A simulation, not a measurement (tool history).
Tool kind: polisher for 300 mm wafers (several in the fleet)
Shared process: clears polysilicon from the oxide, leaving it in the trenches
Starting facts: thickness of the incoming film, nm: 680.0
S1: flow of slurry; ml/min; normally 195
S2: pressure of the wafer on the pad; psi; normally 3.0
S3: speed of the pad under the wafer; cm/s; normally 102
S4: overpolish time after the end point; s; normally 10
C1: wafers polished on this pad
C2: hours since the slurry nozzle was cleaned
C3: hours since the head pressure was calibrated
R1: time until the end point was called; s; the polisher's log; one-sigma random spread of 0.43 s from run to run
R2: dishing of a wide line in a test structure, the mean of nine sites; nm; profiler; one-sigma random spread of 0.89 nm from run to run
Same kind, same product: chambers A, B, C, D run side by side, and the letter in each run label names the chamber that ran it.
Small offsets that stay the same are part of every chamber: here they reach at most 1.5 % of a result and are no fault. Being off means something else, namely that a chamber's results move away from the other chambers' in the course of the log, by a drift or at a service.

{"run": "1B", "hour": 7.9, "S1": 195, "S2": 3.0, "S3": 102, "S4": 10, "C1": 341, "C2": 340.4, "C3": 278.9, "R1": 46.848, "R2": 50.008}
{"run": "2A", "hour": 16.0, "S1": 195, "S2": 3.0, "S3": 102, "S4": 10, "C1": 303, "C2": 305.1, "C3": 509.6, "R1": 47.182, "R2": 50.114}
{"hour": 18.7, "done": "chamber D: slurry nozzle cleaned"}
{"run": "3C", "hour": 21.7, "S1": 195, "S2": 3.0, "S3": 102, "S4": 10, "C1": 573, "C2": 288.2, "C3": 752.0, "R1": 46.392, "R2": 49.323}
{"run": "4D", "hour": 28.3, "S1": 195, "S2": 3.0, "S3": 102, "S4": 10, "C1": 271, "C2": 9.6, "C3": 1012.2, "R1": 47.25, "R2": 50.904}
{"run": "5A", "hour": 34.1, "S1": 195, "S2": 3.0, "S3": 102, "S4": 10, "C1": 451, "C2": 323.2, "C3": 527.7, "R1": 47.02, "R2": 50.38}
{"run": "6D", "hour": 44.0, "S1": 195, "S2": 3.0, "S3": 102, "S4": 10, "C1": 400, "C2": 25.3, "C3": 1027.9, "R1": 47.225, "R2": 49.553}
{"run": "7C", "hour": 53.4, "S1": 195, "S2": 3.0, "S3": 102, "S4": 10, "C1": 832, "C2": 319.9, "C3": 783.7, "R1": 46.551, "R2": 48.754}
{"run": "8B", "hour": 64.4, "S1": 195, "S2": 3.0, "S3": 102, "S4": 10, "C1": 803, "C2": 396.9, "C3": 335.4, "R1": 47.492, "R2": 47.622}
{"hour": 65.9, "done": "chamber D: worn pad replaced by a new one"}
{"run": "9B", "hour": 73.7, "S1": 195, "S2": 3.0, "S3": 102, "S4": 10, "C1": 879, "C2": 406.2, "C3": 344.7, "R1": 46.755, "R2": 49.722}
{"run": "10D", "hour": 83.2, "S1": 195, "S2": 3.0, "S3": 102, "S4": 10, "C1": 142, "C2": 64.5, "C3": 1067.1, "R1": 46.454, "R2": 50.309}
{"run": "11C", "hour": 93.3, "S1": 195, "S2": 3.0, "S3": 102, "S4": 10, "C1": 1158, "C2": 359.8, "C3": 823.6, "R1": 46.109, "R2": 49.081}
{"hour": 99.5, "done": "chamber D: head pressure recalibrated"}
{"run": "12A", "hour": 102.2, "S1": 195, "S2": 3.0, "S3": 102, "S4": 10, "C1": 1008, "C2": 391.3, "C3": 595.8, "R1": 47.304, "R2": 48.852}
{"hour": 104.7, "done": "chamber A: worn pad replaced by a new one"}
{"run": "13C", "hour": 111.8, "S1": 215, "S2": 2.1, "S3": 102, "S4": 10, "C1": 1309, "C2": 378.3, "C3": 842.1, "R1": 65.861, "R2": 45.188}
{"hour": 116.8, "done": "chamber C: worn pad replaced by a new one"}
{"run": "14A", "hour": 124.1, "S1": 215, "S2": 2.1, "S3": 102, "S4": 10, "C1": 158, "C2": 413.2, "C3": 617.7, "R1": 66.675, "R2": 44.209}
{"run": "15D", "hour": 130.8, "S1": 215, "S2": 2.1, "S3": 102, "S4": 10, "C1": 531, "C2": 112.1, "C3": 31.3, "R1": 66.36, "R2": 46.582}
{"hour": 135.1, "done": "chamber D: worn pad replaced by a new one"}
{"run": "16B", "hour": 137.2, "S1": 215, "S2": 2.1, "S3": 102, "S4": 10, "C1": 1398, "C2": 469.7, "C3": 408.2, "R1": 66.624, "R2": 45.929}
{"run": "17A", "hour": 146.8, "S1": 195, "S2": 3.0, "S3": 102, "S4": 10, "C1": 344, "C2": 435.9, "C3": 640.4, "R1": 47.656, "R2": 48.995}
{"run": "18C", "hour": 154.6, "S1": 195, "S2": 3.3, "S3": 102, "S4": 7, "C1": 309, "C2": 421.1, "C3": 884.9, "R1": 42.058, "R2": 47.172}
{"run": "19D", "hour": 165.7, "S1": 195, "S2": 3.3, "S3": 102, "S4": 7, "C1": 250, "C2": 147.0, "C3": 66.2, "R1": 42.409, "R2": 45.169}
{"run": "20B", "hour": 172.5, "S1": 195, "S2": 3.3, "S3": 102, "S4": 7, "C1": 1686, "C2": 505.0, "C3": 443.5, "R1": 44.15, "R2": 44.446}
{"run": "21B", "hour": 181.9, "S1": 195, "S2": 3.3, "S3": 102, "S4": 7, "C1": 1763, "C2": 514.4, "C3": 452.9, "R1": 43.947, "R2": 45.127}
{"hour": 184.2, "done": "chamber B: slurry nozzle cleaned"}
{"run": "22D", "hour": 191.0, "S1": 195, "S2": 3.0, "S3": 102, "S4": 10, "C1": 457, "C2": 172.3, "C3": 91.5, "R1": 46.405, "R2": 51.427}
{"hour": 198.8, "done": "chamber A: head pressure recalibrated"}
{"run": "23C", "hour": 202.2, "S1": 195, "S2": 3.0, "S3": 102, "S4": 10, "C1": 698, "C2": 468.7, "C3": 932.5, "R1": 45.946, "R2": 49.258}
{"run": "24A", "hour": 208.7, "S1": 195, "S2": 3.0, "S3": 102, "S4": 10, "C1": 850, "C2": 497.8, "C3": 10.0, "R1": 46.652, "R2": 49.989}
{"hour": 213.1, "done": "chamber D: worn pad replaced by a new one"}
{"run": "25B", "hour": 215.6, "S1": 195, "S2": 3.0, "S3": 102, "S4": 10, "C1": 2039, "C2": 31.5, "C3": 486.6, "R1": 49.325, "R2": 47.605}
{"run": "26C", "hour": 226.1, "S1": 195, "S2": 3.0, "S3": 102, "S4": 10, "C1": 893, "C2": 492.6, "C3": 956.4, "R1": 46.609, "R2": 49.675}
{"hour": 233.8, "done": "chamber B: head pressure recalibrated"}
{"run": "27D", "hour": 237.0, "S1": 195, "S2": 3.0, "S3": 102, "S4": 10, "C1": 195, "C2": 218.3, "C3": 137.5, "R1": 47.058, "R2": 49.46}
{"hour": 242.5, "done": "chamber A: worn pad replaced by a new one"}
{"run": "28A", "hour": 243.2, "S1": 195, "S2": 3.0, "S3": 102, "S4": 10, "C1": 5, "C2": 532.3, "C3": 44.5, "R1": 46.892, "R2": 48.275}
{"hour": 246.8, "done": "chamber C: worn pad replaced by a new one"}
{"run": "29B", "hour": 254.1, "S1": 195, "S2": 3.0, "S3": 102, "S4": 10, "C1": 2353, "C2": 70.0, "C3": 20.3, "R1": 50.09, "R2": 47.848}
{"run": "30C", "hour": 260.8, "S1": 195, "S2": 3.0, "S3": 102, "S4": 10, "C1": 114, "C2": 527.3, "C3": 991.1, "R1": 45.414, "R2": 50.115}
{"run": "31A", "hour": 270.4, "S1": 195, "S2": 3.0, "S3": 102, "S4": 10, "C1": 228, "C2": 559.5, "C3": 71.7, "R1": 47.099, "R2": 48.411}
{"run": "32D", "hour": 281.5, "S1": 195, "S2": 3.0, "S3": 102, "S4": 10, "C1": 559, "C2": 262.8, "C3": 182.0, "R1": 47.07, "R2": 49.201}
{"hour": 285.9, "done": "chamber D: worn pad replaced by a new one"}
{"run": "33A", "hour": 289.4, "S1": 195, "S2": 3.0, "S3": 102, "S4": 10, "C1": 383, "C2": 578.5, "C3": 90.7, "R1": 46.42, "R2": 51.509}
{"run": "34B", "hour": 299.0, "S1": 195, "S2": 3.0, "S3": 102, "S4": 10, "C1": 2720, "C2": 114.9, "C3": 65.2, "R1": 51.11, "R2": 48.149}
{"run": "35D", "hour": 304.6, "S1": 195, "S2": 3.0, "S3": 102, "S4": 10, "C1": 153, "C2": 285.9, "C3": 205.1, "R1": 46.814, "R2": 49.015}
{"run": "36C", "hour": 312.0, "S1": 195, "S2": 3.0, "S3": 102, "S4": 10, "C1": 533, "C2": 578.5, "C3": 1042.3, "R1": 45.747, "R2": 49.575}
{"run": "37D", "hour": 322.6, "S1": 195, "S2": 3.0, "S3": 102, "S4": 10, "C1": 300, "C2": 303.9, "C3": 223.1, "R1": 46.487, "R2": 50.691}
{"run": "38B", "hour": 335.1, "S1": 195, "S2": 3.0, "S3": 102, "S4": 10, "C1": 3016, "C2": 151.0, "C3": 101.3, "R1": 52.436, "R2": 47.594}
{"run": "39A", "hour": 340.6, "S1": 195, "S2": 3.0, "S3": 102, "S4": 10, "C1": 802, "C2": 629.7, "C3": 141.9, "R1": 46.864, "R2": 48.816}
{"run": "40C", "hour": 346.3, "S1": 195, "S2": 3.0, "S3": 102, "S4": 10, "C1": 813, "C2": 612.8, "C3": 1076.6, "R1": 46.075, "R2": 50.242}

Decide between three cases: one chamber stands off from its peers, the gauge reading all wafers drifts, or nothing is wrong past each chamber's small offset. Where a chamber is off, say which and what most likely put it there.

Chamber B drifts away from the others.
What lies behind it: removal rate lost through wear of the pad, % = 11.8.

Chamber B could run next with any of the 4 candidate recipes listed below; each alters the usual settings, and their results appear as question marks. Which one brings its results back in line with what the other chambers deliver on the usual settings?
Allowed miss from the other chambers' usual-settings mean, per result, to count as in line: R1 1.500 s; R2 3.100 nm
{"run": "41B-1", "hour": 355.4, "S1": 195, "S2": 2.9, "S3": 100, "S4": 10, "R1": "?", "R2": "?"}
{"run": "41B-2", "hour": 355.4, "S1": 195, "S2": 3.2, "S3": 108, "S4": 10, "R1": "?", "R2": "?"}
{"run": "41B-3", "hour": 355.4, "S1": 195, "S2": 2.8, "S3": 96, "S4": 10, "R1": "?", "R2": "?"}
{"run": "41B-4", "hour": 355.4, "S1": 195, "S2": 3.1, "S3": 104, "S4": 10, "R1": "?", "R2": "?"}

Mean of the other chambers on the usual settings: R1 46.722 s; R2 49.340 nm
run=41B-1 R1=56.063 R2=47.243
run=41B-2 R1=47.072 R2=49.170
run=41B-3 R1=60.463 R2=46.260
run=41B-4 R1=50.444 R2=48.466
41B-2 puts the chamber back in line with the other chambers.
